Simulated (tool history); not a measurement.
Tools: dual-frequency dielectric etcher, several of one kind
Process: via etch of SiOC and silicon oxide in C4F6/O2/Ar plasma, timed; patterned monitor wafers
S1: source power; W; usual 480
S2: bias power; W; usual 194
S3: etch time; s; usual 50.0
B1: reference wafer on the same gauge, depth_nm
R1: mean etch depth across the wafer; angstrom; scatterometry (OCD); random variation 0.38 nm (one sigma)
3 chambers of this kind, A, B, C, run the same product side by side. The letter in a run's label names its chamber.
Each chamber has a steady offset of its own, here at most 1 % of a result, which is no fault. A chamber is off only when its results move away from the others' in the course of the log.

Run 1B, day 0.538: usual settings; B1 72.384. Result: R1 628.56 angstrom.
Run 2C, day 1.017: usual settings; B1 72.261. Result: R1 621.27 angstrom.
Run 3A, day 1.525: usual settings; B1 72.259. Result: R1 621.24 angstrom.
Run 4C, day 2.162: usual settings; B1 72.318. Result: R1 624.92 angstrom.
Run 5A, day 2.546: usual settings; B1 72.298. Result: R1 617.22 angstrom.
Run 6B, day 2.983: usual settings but S2 240 W, S3 55.5 s; B1 72.405. Result: R1 742.42 angstrom.
Run 7A, day 3.512: usual settings but S2 240 W, S3 55.5 s; B1 72.303. Result: R1 728.50 angstrom.
At day 3.996: chamber A: wet clean of the chamber.
Run 8B, day 4.171: usual settings but S2 240 W, S3 55.5 s; B1 72.374. Result: R1 739.16 angstrom.
Run 9C, day 4.775: usual settings; B1 72.361. Result: R1 626.71 angstrom.
Run 10A, day 5.367: usual settings but S2 211 W; B1 72.311. Result: R1 640.27 angstrom.
Run 11B, day 5.792: usual settings but S2 211 W; B1 72.262. Result: R1 642.46 angstrom.
At day 6.075: chamber B: source power generator calibrated.
Run 12C, day 6.200: usual settings but S2 211 W; B1 72.204. Result: R1 639.71 angstrom.
Run 13C, day 6.662: usual settings but S3 55.0 s; B1 72.266. Result: R1 691.48 angstrom.
Run 14A, day 7.021: usual settings but S3 55.0 s; B1 72.413. Result: R1 671.34 angstrom.
Run 15B, day 7.617: usual settings but S3 55.0 s; B1 72.259. Result: R1 692.88 angstrom.
At day 7.804: chamber B: wet clean of the chamber.
Run 16A, day 8.212: usual settings but S1 550 W; B1 72.224. Result: R1 651.04 angstrom.
Run 17C, day 8.896: usual settings but S1 550 W; B1 72.311. Result: R1 661.89 angstrom.
Run 18B, day 9.504: usual settings but S1 550 W; B1 72.342. Result: R1 622.60 angstrom.
Run 19A, day 10.050: usual settings; B1 72.372. Result: R1 626.25 angstrom.
Run 20B, day 10.567: usual settings; B1 72.221. Result: R1 596.37 angstrom.
Run 21C, day 10.879: usual settings but S2 220 W; B1 72.294. Result: R1 647.24 angstrom.
Run 22B, day 11.238: usual settings but S2 220 W; B1 72.335. Result: R1 622.17 angstrom.
Run 23A, day 11.633: usual settings but S2 220 W; B1 72.326. Result: R1 640.69 angstrom.
Run 24C, day 12.292: usual settings but S3 59.5 s; B1 72.295. Result: R1 740.06 angstrom.
Run 25C, day 12.904: usual settings but S3 59.5 s; B1 72.223. Result: R1 735.35 angstrom.
Run 26A, day 13.458: usual settings but S3 59.5 s; B1 72.396. Result: R1 736.01 angstrom.
Run 27B, day 13.992: usual settings; B1 72.292. Result: R1 589.13 angstrom.
Run 28B, day 14.500: usual settings but S2 164 W, S3 40.0 s; B1 72.283. Result: R1 445.91 angstrom.
Run 29C, day 14.875: usual settings but S2 164 W, S3 40.0 s; B1 72.210. Result: R1 474.66 angstrom.
Run 30A, day 15.192: usual settings but S2 164 W, S3 40.0 s; B1 72.294. Result: R1 471.76 angstrom.
Run 31A, day 15.550: usual settings; B1 72.183. Result: R1 616.73 angstrom.
Run 32B, day 15.958: usual settings; B1 72.254. Result: R1 592.50 angstrom.
Run 33C, day 16.408: usual settings but S3 61.5 s; B1 72.372. Result: R1 769.08 angstrom.
Run 34A, day 16.750: usual settings but S3 61.5 s; B1 72.277. Result: R1 758.45 angstrom.
Run 35B, day 17.433: usual settings but S3 61.5 s; B1 72.203. Result: R1 734.14 angstrom.
At day 17.683: chamber C: wet clean of the chamber.
Run 36C, day 17.996: usual settings; B1 72.298. Result: R1 615.64 angstrom.
Run 37A, day 18.508: usual settings; B1 72.409. Result: R1 618.87 angstrom.
Run 38B, day 18.825: usual settings; B1 72.153. Result: R1 587.17 angstrom.
Run 39C, day 19.338: usual settings; B1 72.309. Result: R1 620.00 angstrom.
Run 40C, day 19.671: usual settings; B1 72.400. Result: R1 618.02 angstrom.

Next, every chamber runs the same settings. What will each give?
Run 41A, day 20.167: usual settings. Result: R1 ?.
Run 41B, day 20.167: usual settings. Result: R1 ?.
Run 41C, day 20.167: usual settings. Result: R1 ?.

run      R1
41A  621.37
41B  595.10
41C  622.27

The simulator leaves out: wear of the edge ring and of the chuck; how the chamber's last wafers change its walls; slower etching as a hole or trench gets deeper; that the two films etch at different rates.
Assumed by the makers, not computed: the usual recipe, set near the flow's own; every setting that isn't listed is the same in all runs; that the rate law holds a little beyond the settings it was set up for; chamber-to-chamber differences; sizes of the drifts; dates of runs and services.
